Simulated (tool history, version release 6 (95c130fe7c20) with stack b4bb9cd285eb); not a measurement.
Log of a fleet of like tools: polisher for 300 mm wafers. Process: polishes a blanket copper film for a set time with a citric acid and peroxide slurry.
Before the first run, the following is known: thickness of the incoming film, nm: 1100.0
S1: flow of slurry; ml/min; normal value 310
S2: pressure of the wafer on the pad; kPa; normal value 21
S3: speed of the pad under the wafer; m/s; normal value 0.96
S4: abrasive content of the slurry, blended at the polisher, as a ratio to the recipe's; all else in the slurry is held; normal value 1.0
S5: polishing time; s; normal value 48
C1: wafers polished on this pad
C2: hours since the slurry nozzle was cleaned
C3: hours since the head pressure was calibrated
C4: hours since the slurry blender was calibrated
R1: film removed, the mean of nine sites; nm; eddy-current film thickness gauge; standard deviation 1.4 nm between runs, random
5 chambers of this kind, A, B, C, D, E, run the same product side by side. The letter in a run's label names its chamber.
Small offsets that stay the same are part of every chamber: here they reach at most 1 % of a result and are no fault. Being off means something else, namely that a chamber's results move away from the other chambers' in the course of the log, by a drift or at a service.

{"hour": 0.4, "done": "chamber A: worn pad replaced by a new one"}
{"run": "1E", "hour": 7.0, "S1": 310, "S2": 21, "S3": 0.96, "S4": 1.0, "S5": 48, "C1": 393, "C2": 423.7, "C3": 1159.5, "C4": 214.3, "R1": 95.647}
{"hour": 8.3, "done": "chamber D: worn pad replaced by a new one"}
{"run": "2D", "hour": 13.8, "S1": 310, "S2": 21, "S3": 0.96, "S4": 1.0, "S5": 48, "C1": 46, "C2": 40.7, "C3": 460.4, "C4": 311.2, "R1": 95.156}
{"run": "3B", "hour": 21.0, "S1": 310, "S2": 21, "S3": 0.96, "S4": 1.0, "S5": 48, "C1": 1207, "C2": 230.4, "C3": 132.0, "C4": 90.8, "R1": 95.768}
{"run": "4C", "hour": 29.4, "S1": 310, "S2": 21, "S3": 0.96, "S4": 1.0, "S5": 48, "C1": 413, "C2": 707.5, "C3": 273.0, "C4": 295.6, "R1": 98.035}
{"run": "5A", "hour": 34.8, "S1": 310, "S2": 21, "S3": 0.96, "S4": 1.0, "S5": 48, "C1": 287, "C2": 321.0, "C3": 102.2, "C4": 133.4, "R1": 97.259}
{"hour": 35.8, "done": "chamber E: slurry nozzle cleaned"}
{"run": "6A", "hour": 40.0, "S1": 310, "S2": 21, "S3": 0.96, "S4": 1.0, "S5": 48, "C1": 330, "C2": 326.2, "C3": 107.4, "C4": 138.6, "R1": 97.654}
{"hour": 41.0, "done": "chamber E: worn pad replaced by a new one"}
{"hour": 45.3, "done": "chamber C: slurry nozzle cleaned"}
{"run": "7D", "hour": 48.2, "S1": 310, "S2": 21, "S3": 0.96, "S4": 1.0, "S5": 48, "C1": 332, "C2": 75.1, "C3": 494.8, "C4": 345.6, "R1": 95.894}
{"hour": 52.5, "done": "chamber A: slurry blender recalibrated"}
{"hour": 55.6, "done": "chamber B: worn pad replaced by a new one"}
{"run": "8B", "hour": 55.8, "S1": 310, "S2": 21, "S3": 0.96, "S4": 1.0, "S5": 48, "C1": 2, "C2": 265.2, "C3": 166.8, "C4": 125.6, "R1": 99.468}
{"hour": 59.0, "done": "chamber D: head pressure recalibrated"}
{"run": "9E", "hour": 62.3, "S1": 310, "S2": 21, "S3": 0.96, "S4": 1.0, "S5": 48, "C1": 178, "C2": 26.6, "C3": 1214.8, "C4": 269.6, "R1": 97.693}
{"run": "10C", "hour": 71.0, "S1": 310, "S2": 21, "S3": 1.06, "S4": 1.0, "S5": 34, "C1": 759, "C2": 25.7, "C3": 314.6, "C4": 337.2, "R1": 74.968}
{"run": "11E", "hour": 79.1, "S1": 310, "S2": 21, "S3": 1.06, "S4": 1.0, "S5": 34, "C1": 318, "C2": 43.4, "C3": 1231.6, "C4": 286.4, "R1": 75.34}
{"run": "12D", "hour": 83.5, "S1": 310, "S2": 21, "S3": 1.06, "S4": 1.0, "S5": 34, "C1": 627, "C2": 110.4, "C3": 24.5, "C4": 380.9, "R1": 74.737}
{"hour": 84.2, "done": "chamber A: worn pad replaced by a new one"}
{"hour": 85.9, "done": "chamber D: worn pad replaced by a new one"}
{"hour": 86.6, "done": "chamber E: head pressure recalibrated"}
{"run": "13A", "hour": 89.1, "S1": 310, "S2": 21, "S3": 1.06, "S4": 1.0, "S5": 34, "C1": 41, "C2": 375.3, "C3": 156.5, "C4": 36.7, "R1": 74.495}
{"run": "14C", "hour": 96.4, "S1": 310, "S2": 21, "S3": 1.06, "S4": 1.0, "S5": 34, "C1": 971, "C2": 51.1, "C3": 340.0, "C4": 362.6, "R1": 75.715}
{"run": "15B", "hour": 104.8, "S1": 310, "S2": 21, "S3": 0.96, "S4": 1.0, "S5": 48, "C1": 410, "C2": 314.2, "C3": 215.8, "C4": 174.6, "R1": 98.788}
{"hour": 106.0, "done": "chamber E: worn pad replaced by a new one"}
{"run": "16B", "hour": 113.3, "S1": 310, "S2": 21, "S3": 0.96, "S4": 1.0, "S5": 48, "C1": 481, "C2": 322.7, "C3": 224.3, "C4": 183.1, "R1": 97.535}
{"run": "17C", "hour": 118.8, "S1": 310, "S2": 21, "S3": 0.96, "S4": 1.0, "S5": 48, "C1": 1158, "C2": 73.5, "C3": 362.4, "C4": 385.0, "R1": 95.863}
{"run": "18E", "hour": 123.4, "S1": 310, "S2": 21, "S3": 1.22, "S4": 1.1, "S5": 48, "C1": 145, "C2": 87.7, "C3": 36.9, "C4": 330.7, "R1": 124.26}
{"run": "19A", "hour": 128.2, "S1": 310, "S2": 21, "S3": 1.22, "S4": 1.1, "S5": 48, "C1": 367, "C2": 414.4, "C3": 195.6, "C4": 75.8, "R1": 126.21}
{"run": "20D", "hour": 133.8, "S1": 310, "S2": 21, "S3": 1.22, "S4": 1.1, "S5": 48, "C1": 399, "C2": 160.7, "C3": 74.8, "C4": 431.2, "R1": 126.11}
{"run": "21A", "hour": 140.5, "S1": 310, "S2": 21, "S3": 1.22, "S4": 1.1, "S5": 48, "C1": 469, "C2": 426.7, "C3": 207.9, "C4": 88.1, "R1": 124.89}
{"run": "22D", "hour": 148.5, "S1": 310, "S2": 21, "S3": 1.22, "S4": 1.1, "S5": 48, "C1": 522, "C2": 175.4, "C3": 89.5, "C4": 445.9, "R1": 124.94}
{"run": "23B", "hour": 155.5, "S1": 310, "S2": 21, "S3": 0.96, "S4": 1.0, "S5": 48, "C1": 833, "C2": 364.9, "C3": 266.5, "C4": 225.3, "R1": 96.935}
{"hour": 159.5, "done": "chamber D: slurry blender recalibrated"}
{"hour": 161.2, "done": "chamber A: worn pad replaced by a new one"}
{"hour": 161.9, "done": "chamber C: head pressure recalibrated"}
{"run": "24E", "hour": 163.1, "S1": 310, "S2": 21, "S3": 0.96, "S4": 1.0, "S5": 48, "C1": 476, "C2": 127.4, "C3": 76.6, "C4": 370.4, "R1": 92.926}
{"run": "25C", "hour": 167.1, "S1": 310, "S2": 21, "S3": 0.96, "S4": 1.0, "S5": 48, "C1": 1560, "C2": 121.8, "C3": 5.2, "C4": 433.3, "R1": 98.435}
{"hour": 171.0, "done": "chamber E: worn pad replaced by a new one"}
{"hour": 171.1, "done": "chamber C: worn pad replaced by a new one"}
{"run": "26E", "hour": 171.4, "S1": 310, "S2": 21, "S3": 0.96, "S4": 1.0, "S5": 48, "C1": 3, "C2": 135.7, "C3": 84.9, "C4": 378.7, "R1": 94.593}
{"hour": 173.8, "done": "chamber D: worn pad replaced by a new one"}
{"run": "27D", "hour": 176.9, "S1": 310, "S2": 21, "S3": 0.96, "S4": 1.0, "S5": 48, "C1": 25, "C2": 203.8, "C3": 117.9, "C4": 17.5, "R1": 96.725}
{"hour": 183.8, "done": "chamber B: slurry nozzle cleaned"}
{"run": "28A", "hour": 183.9, "S1": 310, "S2": 21, "S3": 0.96, "S4": 1.0, "S5": 48, "C1": 189, "C2": 470.1, "C3": 251.3, "C4": 131.5, "R1": 97.619}
{"run": "29B", "hour": 189.9, "S1": 310, "S2": 21, "S3": 0.96, "S4": 1.0, "S5": 48, "C1": 1119, "C2": 6.1, "C3": 300.9, "C4": 259.7, "R1": 97.282}
{"run": "30C", "hour": 194.3, "S1": 310, "S2": 21, "S3": 0.96, "S4": 1.0, "S5": 48, "C1": 193, "C2": 149.0, "C3": 32.4, "C4": 460.5, "R1": 97.29}
{"run": "31C", "hour": 200.7, "S1": 310, "S2": 21, "S3": 0.96, "S4": 1.0, "S5": 48, "C1": 247, "C2": 155.4, "C3": 38.8, "C4": 466.9, "R1": 98.899}
{"hour": 207.3, "done": "chamber B: slurry blender recalibrated"}
{"run": "32A", "hour": 209.4, "S1": 310, "S2": 21, "S3": 0.96, "S4": 1.0, "S5": 48, "C1": 401, "C2": 495.6, "C3": 276.8, "C4": 157.0, "R1": 95.379}
{"run": "33E", "hour": 214.8, "S1": 310, "S2": 21, "S3": 0.96, "S4": 1.0, "S5": 48, "C1": 364, "C2": 179.1, "C3": 128.3, "C4": 422.1, "R1": 91.227}
{"hour": 221.4, "done": "chamber A: slurry blender recalibrated"}
{"hour": 223.1, "done": "chamber C: slurry blender recalibrated"}
{"run": "34D", "hour": 223.7, "S1": 310, "S2": 21, "S3": 1.08, "S4": 1.0, "S5": 63, "C1": 415, "C2": 250.6, "C3": 164.7, "C4": 64.3, "R1": 140.94}
{"hour": 224.1, "done": "chamber B: worn pad replaced by a new one"}
{"run": "35B", "hour": 230.8, "S1": 310, "S2": 21, "S3": 1.08, "S4": 1.0, "S5": 63, "C1": 56, "C2": 47.0, "C3": 341.8, "C4": 23.5, "R1": 144.73}
{"hour": 231.0, "done": "chamber A: worn pad replaced by a new one"}
{"run": "36C", "hour": 237.5, "S1": 310, "S2": 21, "S3": 1.08, "S4": 1.0, "S5": 63, "C1": 553, "C2": 192.2, "C3": 75.6, "C4": 14.4, "R1": 141.91}
{"run": "37D", "hour": 245.3, "S1": 310, "S2": 21, "S3": 1.08, "S4": 1.0, "S5": 63, "C1": 595, "C2": 272.2, "C3": 186.3, "C4": 85.9, "R1": 148.64}
{"run": "38B", "hour": 252.7, "S1": 310, "S2": 21, "S3": 1.08, "S4": 1.0, "S5": 63, "C1": 238, "C2": 68.9, "C3": 363.7, "C4": 45.4, "R1": 141.71}
{"run": "39A", "hour": 260.8, "S1": 310, "S2": 21, "S3": 0.96, "S4": 1.0, "S5": 48, "C1": 248, "C2": 547.0, "C3": 328.2, "C4": 39.5, "R1": 94.121}

Does one chamber stand apart from the rest, does the shared gauge drift, or is all well apart from small per-chamber offsets? Give the chamber and the most likely cause, where there is one.

One chamber, E, drifts off from the rest bit by bit.
What lies behind it: abrasive missing from the slurry, % = 30.3.

Which of the 4 candidates below, each the usual settings with something changed and its results left as question marks, puts chamber E back in line with what the other chambers give on the usual settings?
To be in line, a result may differ from the other chambers' mean on the usual settings by at most: R1 4.800 nm
{"run": "40E-1", "hour": 267.2, "S1": 305, "S2": 17.2, "S3": 0.96, "S4": 1.0, "S5": 48, "R1": "?"}
{"run": "40E-2", "hour": 267.2, "S1": 265, "S2": 20.7, "S3": 0.96, "S4": 0.75, "S5": 48, "R1": "?"}
{"run": "40E-3", "hour": 267.2, "S1": 315, "S2": 22.8, "S3": 1.06, "S4": 1.0, "S5": 48, "R1": "?"}
{"run": "40E-4", "hour": 267.2, "S1": 310, "S2": 20.7, "S3": 0.96, "S4": 1.4, "S5": 48, "R1": "?"}

The other chambers' mean on the usual settings: R1 97.305 nm
run=40E-1 R1=75.102
run=40E-2 R1=83.443
run=40E-3 R1=108.780
run=40E-4 R1=96.440
40E-4 brings the chamber back in line.
